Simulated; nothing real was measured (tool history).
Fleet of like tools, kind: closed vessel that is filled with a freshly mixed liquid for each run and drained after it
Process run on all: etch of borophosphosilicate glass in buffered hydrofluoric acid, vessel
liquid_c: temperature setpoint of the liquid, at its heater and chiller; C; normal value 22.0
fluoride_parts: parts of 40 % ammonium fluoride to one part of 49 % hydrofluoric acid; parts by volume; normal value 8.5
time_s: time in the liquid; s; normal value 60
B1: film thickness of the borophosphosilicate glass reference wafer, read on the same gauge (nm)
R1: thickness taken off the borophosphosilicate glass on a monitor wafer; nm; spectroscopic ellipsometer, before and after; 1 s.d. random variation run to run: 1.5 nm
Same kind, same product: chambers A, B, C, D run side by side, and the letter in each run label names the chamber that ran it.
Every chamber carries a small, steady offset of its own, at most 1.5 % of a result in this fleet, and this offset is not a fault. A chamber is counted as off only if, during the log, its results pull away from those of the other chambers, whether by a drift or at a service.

Run 1D, hour 10.3: usual settings; B1 59.983. Result: R1 156.720 nm.
Run 2C, hour 20.7: usual settings; B1 60.007. Result: R1 157.840 nm.
Run 3B, hour 28.5: usual settings; B1 59.999. Result: R1 159.370 nm.
Run 4A, hour 36.2: usual settings; B1 59.989. Result: R1 156.820 nm.
Run 5A, hour 42.1: usual settings; B1 59.995. Result: R1 157.310 nm.
Run 6B, hour 47.3: usual settings but time_s 40 s; B1 60.008. Result: R1 104.860 nm.
Run 7C, hour 53.3: usual settings but time_s 40 s; B1 60.006. Result: R1 106.860 nm.
Run 8D, hour 59.0: usual settings but time_s 40 s; B1 59.999. Result: R1 106.340 nm.
Run 9D, hour 64.3: usual settings but time_s 40 s; B1 60.011. Result: R1 103.820 nm.
Run 10C, hour 71.6: usual settings but liquid_c 18.5 C, time_s 35 s; B1 59.975. Result: R1 76.805 nm.
Run 11A, hour 80.9: usual settings but liquid_c 18.5 C, time_s 35 s; B1 59.992. Result: R1 75.084 nm.
Run 12B, hour 90.3: usual settings but liquid_c 18.5 C, time_s 35 s; B1 59.997. Result: R1 75.867 nm.
Run 13C, hour 97.2: usual settings but liquid_c 18.5 C, time_s 35 s; B1 59.995. Result: R1 75.973 nm.
Run 14A, hour 108.0: usual settings; B1 59.999. Result: R1 158.090 nm.
At hour 110.8: chamber C: hydrofluoric acid flow meter replaced.
Run 15D, hour 116.6: usual settings; B1 59.991. Result: R1 157.990 nm.
Run 16B, hour 123.1: usual settings; B1 59.991. Result: R1 162.270 nm.
Run 17A, hour 134.2: usual settings; B1 60.018. Result: R1 157.650 nm.
Run 18C, hour 143.3: usual settings; B1 59.984. Result: R1 163.390 nm.
Run 19B, hour 154.0: usual settings; B1 60.020. Result: R1 162.690 nm.
Run 20D, hour 159.2: usual settings; B1 59.988. Result: R1 158.970 nm.
Run 21A, hour 164.6: usual settings; B1 60.013. Result: R1 156.020 nm.
Run 22B, hour 173.9: usual settings but fluoride_parts 6.5 parts by volume; B1 59.979. Result: R1 220.650 nm.
Run 23C, hour 184.0: usual settings but fluoride_parts 6.5 parts by volume; B1 60.011. Result: R1 211.690 nm.
Run 24D, hour 191.6: usual settings but fluoride_parts 6.5 parts by volume; B1 60.002. Result: R1 206.550 nm.
Run 25B, hour 197.0: usual settings but fluoride_parts 6.5 parts by volume; B1 60.013. Result: R1 219.710 nm.
Run 26A, hour 202.2: usual settings; B1 59.980. Result: R1 156.340 nm.
Run 27D, hour 211.0: usual settings; B1 60.018. Result: R1 156.620 nm.
Run 28C, hour 220.8: usual settings; B1 60.002. Result: R1 159.600 nm.
Run 29D, hour 227.4: usual settings; B1 60.001. Result: R1 158.940 nm.
Run 30B, hour 236.1: usual settings; B1 59.966. Result: R1 169.400 nm.
At hour 237.2: chamber A: hydrofluoric acid flow meter replaced.
Run 31A, hour 244.9: usual settings; B1 59.988. Result: R1 154.640 nm.
Run 32C, hour 250.3: usual settings; B1 59.988. Result: R1 159.730 nm.

Each of the 4 chambers runs these same settings next. Fill in every chamber's results:
Run 33A, hour 258.4: usual settings. Result: R1 ?.
Run 33B, hour 258.4: usual settings. Result: R1 ?.
Run 33C, hour 258.4: usual settings. Result: R1 ?.
Run 33D, hour 258.4: usual settings. Result: R1 ?.

run       R1
33A  158.790
33B  168.350
33C  158.500
33D  157.850
